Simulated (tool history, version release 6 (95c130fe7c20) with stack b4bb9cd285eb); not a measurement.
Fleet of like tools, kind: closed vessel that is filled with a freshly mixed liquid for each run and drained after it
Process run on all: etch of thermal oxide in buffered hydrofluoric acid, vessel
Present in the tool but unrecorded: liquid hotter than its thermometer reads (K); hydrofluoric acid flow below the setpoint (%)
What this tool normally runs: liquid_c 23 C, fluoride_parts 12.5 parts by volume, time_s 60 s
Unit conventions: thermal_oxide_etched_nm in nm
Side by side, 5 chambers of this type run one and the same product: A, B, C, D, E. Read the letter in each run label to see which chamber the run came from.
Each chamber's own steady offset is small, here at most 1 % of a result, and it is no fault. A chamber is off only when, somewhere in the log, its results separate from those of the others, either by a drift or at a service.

run     day  liquid_c  fluoride_parts  time_s  hours since the thermometer was replaced  hours since the hydrofluoric acid flow meter was replaced  read-back film thickness of the thermal oxide reference wafer, read on the same gauge (nm)  thermal_oxide_etched_nm
 1B   0.371        23            12.5      60                                     823.8                                                     1780.3                                                                                      140.02                   55.627
 2C   0.879        23            12.5      60                                    1787.5                                                       92.9                                                                                      140.03                   55.149
 3A   1.325        23            12.5      60                                     430.2                                                     1525.5                                                                                      139.96                   55.131
 4D   1.654        23            12.5      60                                     264.2                                                      570.5                                                                                      139.97                   55.032
 5E   2.096        27             9.5      60                                     666.2                                                      159.5                                                                                         140                   89.289
      2.342  -- chamber A: hydrofluoric acid flow meter replaced
 6C     2.7        27             9.5      60                                    1831.2                                                      136.6                                                                                      139.99                   86.713
 7D   3.304        27             9.5      60                                     303.8                                                      610.1                                                                                      140.01                   88.867
 8A   3.617        27             9.5      60                                     485.2                                                       30.6                                                                                      139.99                   88.808
 9E   4.121        27             9.5      60                                     714.8                                                      208.1                                                                                         140                   88.859
10B   4.608        23            12.5      60                                     925.5                                                       1882                                                                                      140.03                   54.727
11E   5.142        23            12.5      60                                     739.3                                                      232.6                                                                                      139.98                    55.86
       5.35  -- chamber A: thermometer replaced
12B   5.446        23            12.5      60                                     945.6                                                     1902.1                                                                                      139.98                   55.215
13C   5.733        23            12.5      60                                      1904                                                      209.4                                                                                      140.01                   54.628
14D   6.083        23              10      85                                     370.5                                                      676.8                                                                                         140                   95.233
15A   6.496        23              10      85                                      27.6                                                       99.7                                                                                         140                   97.408
16C   7.104        23              10      85                                    1936.9                                                      242.3                                                                                         140                   96.441
17D   7.708        23              10      85                                     409.5                                                      715.8                                                                                         140                   97.232
      7.725  -- chamber B: hydrofluoric acid flow meter replaced
18B   8.108        23              10      85                                    1009.5                                                        9.3                                                                                         140                    98.61
19E   8.733        23            12.5      60                                     825.5                                                      318.8                                                                                      139.99                   56.248
20A   9.292        23            12.5      60                                      94.7                                                      166.8                                                                                      139.98                   55.057
21C   9.896        23            12.5      60                                    2003.9                                                      309.3                                                                                      139.98                    54.07
22A  10.379      25.5            12.5      60                                     120.8                                                      192.9                                                                                         140                   63.555
23B  10.967      25.5            12.5      60                                    1078.1                                                       77.9                                                                                      140.01                   62.897
24D  11.258      25.5            12.5      60                                     494.7                                                        801                                                                                      140.01                   63.176
25E   11.65      25.5            12.5      60                                     895.5                                                      388.8                                                                                         140                   62.686
26E  12.012      25.5            12.5      60                                     904.2                                                      397.5                                                                                         140                   63.219
27A  12.579        23            12.5      60                                     173.6                                                      245.7                                                                                      139.98                    55.09
28D  13.058        23            12.5      60                                     537.9                                                      844.2                                                                                      140.01                   56.173
29B  13.462        23            12.5      60                                      1138                                                      137.8                                                                                      140.01                   55.292
30C  13.833        23            12.5      60                                    2098.4                                                      403.8                                                                                         140                   55.288
31C  14.233        23            12.5      60                                      2108                                                      413.4                                                                                      139.97                   55.223
32D  14.629        23            12.5      60                                     575.6                                                      881.9                                                                                      139.99                   55.904
33A  14.958        23            12.5      60                                     230.7                                                      302.8                                                                                      140.02                   55.625
34E  15.608        23            12.5      60                                     990.5                                                      483.8                                                                                      140.01                   55.507
35B  16.188        23            12.5      60                                    1203.4                                                      203.2                                                                                      139.98                   54.831
36C  16.783        23            12.5      60                                    2169.2                                                      474.6                                                                                      140.02                   55.793
     17.117  -- chamber B: thermometer replaced
37D   17.15        23            12.5      60                                     636.1                                                      942.4                                                                                      140.03                   55.856
38A  17.783        23            12.5      60                                     298.5                                                      370.6                                                                                      140.02                   55.518
39B  18.079        23            12.5      60                                      23.2                                                      248.6                                                                                         140                   54.774
40E  18.617        23            12.5      60                                    1062.7                                                        556                                                                                      139.99                   55.549
41E  18.933        23            12.5      60                                    1070.3                                                      563.6                                                                                      139.99                   55.765

All chambers now run identical settings, listed one chamber a line with results as question marks. What results will each chamber show?
42A  19.408        23            12.5      60                                                                                                                                                                                                                         ?
42B  19.408        23            12.5      60                                                                                                                                                                                                                         ?
42C  19.408        23            12.5      60                                                                                                                                                                                                                         ?
42D  19.408        23            12.5      60                                                                                                                                                                                                                         ?
42E  19.408        23            12.5      60                                                                                                                                                                                                                         ?

run  thermal_oxide_etched_nm
42A                    55.49
42B                   54.872
42C                   55.991
42D                   55.802
42E                   56.343
